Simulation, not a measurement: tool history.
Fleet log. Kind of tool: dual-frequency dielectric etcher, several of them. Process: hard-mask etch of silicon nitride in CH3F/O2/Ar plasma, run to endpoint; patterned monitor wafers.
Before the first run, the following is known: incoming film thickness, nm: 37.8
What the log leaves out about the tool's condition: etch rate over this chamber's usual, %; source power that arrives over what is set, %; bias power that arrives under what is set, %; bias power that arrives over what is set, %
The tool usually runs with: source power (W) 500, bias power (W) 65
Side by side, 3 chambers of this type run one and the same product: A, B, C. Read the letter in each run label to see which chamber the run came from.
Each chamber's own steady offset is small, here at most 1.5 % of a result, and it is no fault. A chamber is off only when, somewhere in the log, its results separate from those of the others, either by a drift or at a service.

run     day  source power (W)  bias power (W)  hours since the last wet clean  hours since the last source power generator calibration  hours since the last bias power generator calibration  endpoint time (s)
      0.296  -- chamber B: wet clean of the chamber
 1A   0.325               500              65                           152.3                                                   1640.5                                                 1255.3             52.060
 2B   0.525               500              65                             5.6                                                   2531.9                                                  852.7             51.458
 3C   0.871               500              65                           182.7                                                   3020.5                                                 1991.5             52.345
 4A   1.108               500              65                           171.1                                                   1659.3                                                 1274.1             51.832
      1.358  -- chamber C: bias power generator calibrated
 5C   1.388               500              65                           195.1                                                   3032.9                                                    0.7             52.693
 6B   1.592               500              65                            31.2                                                   2557.5                                                  878.3             51.243
 7C   1.779               500              65                           204.5                                                   3042.3                                                   10.1             52.210
 8B   1.988               500              65                            40.7                                                   2567.0                                                  887.8             51.119
 9A   2.308               500              65                           199.9                                                   1688.1                                                 1302.9             51.918
10A   2.533               500              65                           205.3                                                   1693.5                                                 1308.3             52.019
11B   2.892               500              65                            62.4                                                   2588.7                                                  909.5             51.182
12C   3.171               550              80                           237.9                                                   3075.7                                                   43.5             46.989
13B   3.425               550              80                            75.2                                                   2601.5                                                  922.3             46.199
14C   3.688               550              80                           250.3                                                   3088.1                                                   55.9             46.591
15A   3.942               500              65                           239.1                                                   1727.3                                                 1342.1             51.853
16A   4.258               500              65                           246.7                                                   1734.9                                                 1349.7             52.186
17B   4.488               600              65                           100.7                                                   2627.0                                                  947.8             47.703
18C   4.817               600              65                           277.4                                                   3115.2                                                   83.0             48.555
      4.908  -- chamber C: source power generator calibrated
19C   5.154               600              65                           285.5                                                      5.9                                                   91.1             48.589
20A   5.321               500              65                           272.2                                                   1760.4                                                 1375.2             51.799
21B   5.604               500              65                           127.5                                                   2653.8                                                  974.6             51.423
22A   5.858               500              65                           285.1                                                   1773.3                                                 1388.1             51.633
23C   6.150               500              65                           309.4                                                     29.8                                                  115.0             52.242
24B   6.371               500              65                           145.9                                                   2672.2                                                  993.0             51.515
25B   6.550               500              65                           150.2                                                   2676.5                                                  997.3             51.135
26A   6.746               500              65                           306.4                                                   1794.6                                                 1409.4             51.991
27C   6.917               500              65                           327.8                                                     48.2                                                  133.4             52.028
28B   7.192               380              58                           165.6                                                   2691.9                                                 1012.7             59.005
29C   7.458               380              58                           340.8                                                     61.2                                                  146.4             60.454
30A   7.683               380              58                           328.9                                                   1817.1                                                 1431.9             59.115
31B   7.996               500              65                           184.9                                                   2711.2                                                 1032.0             51.206
32A   8.262               500              65                           342.8                                                   1831.0                                                 1445.8             51.856
33C   8.442               500              65                           364.4                                                     84.8                                                  170.0             52.438
34C   8.796               500              65                           372.9                                                     93.3                                                  178.5             52.188
35B   8.979               590              65                           208.5                                                   2734.8                                                 1055.6             47.867
36A   9.188               590              65                           365.0                                                   1853.2                                                 1468.0             48.579
37C   9.458               590              65                           388.8                                                    109.2                                                  194.4             49.204
38B   9.700               500              65                           225.8                                                   2752.1                                                 1072.9             51.086
39A   9.946               500              65                           383.2                                                   1871.4                                                 1486.2             51.487
40A  10.300               500              65                           391.7                                                   1879.9                                                 1494.7             51.874
41B  10.504               500              65                           245.1                                                   2771.4                                                 1092.2             51.465
42C  10.758               600              65                           420.0                                                    140.4                                                  225.6             48.626
43A  10.942               600              65                           407.1                                                   1895.3                                                 1510.1             48.228
44B  11.283               600              65                           263.8                                                   2790.1                                                 1110.9             47.976

What goes on in this fleet: one chamber off, a drifting gauge, or nothing beyond the chambers' own small offsets? Name the chamber and the cause, if any.

No chamber is off and the gauge is stable; the differences are just each chamber's small, constant offset.

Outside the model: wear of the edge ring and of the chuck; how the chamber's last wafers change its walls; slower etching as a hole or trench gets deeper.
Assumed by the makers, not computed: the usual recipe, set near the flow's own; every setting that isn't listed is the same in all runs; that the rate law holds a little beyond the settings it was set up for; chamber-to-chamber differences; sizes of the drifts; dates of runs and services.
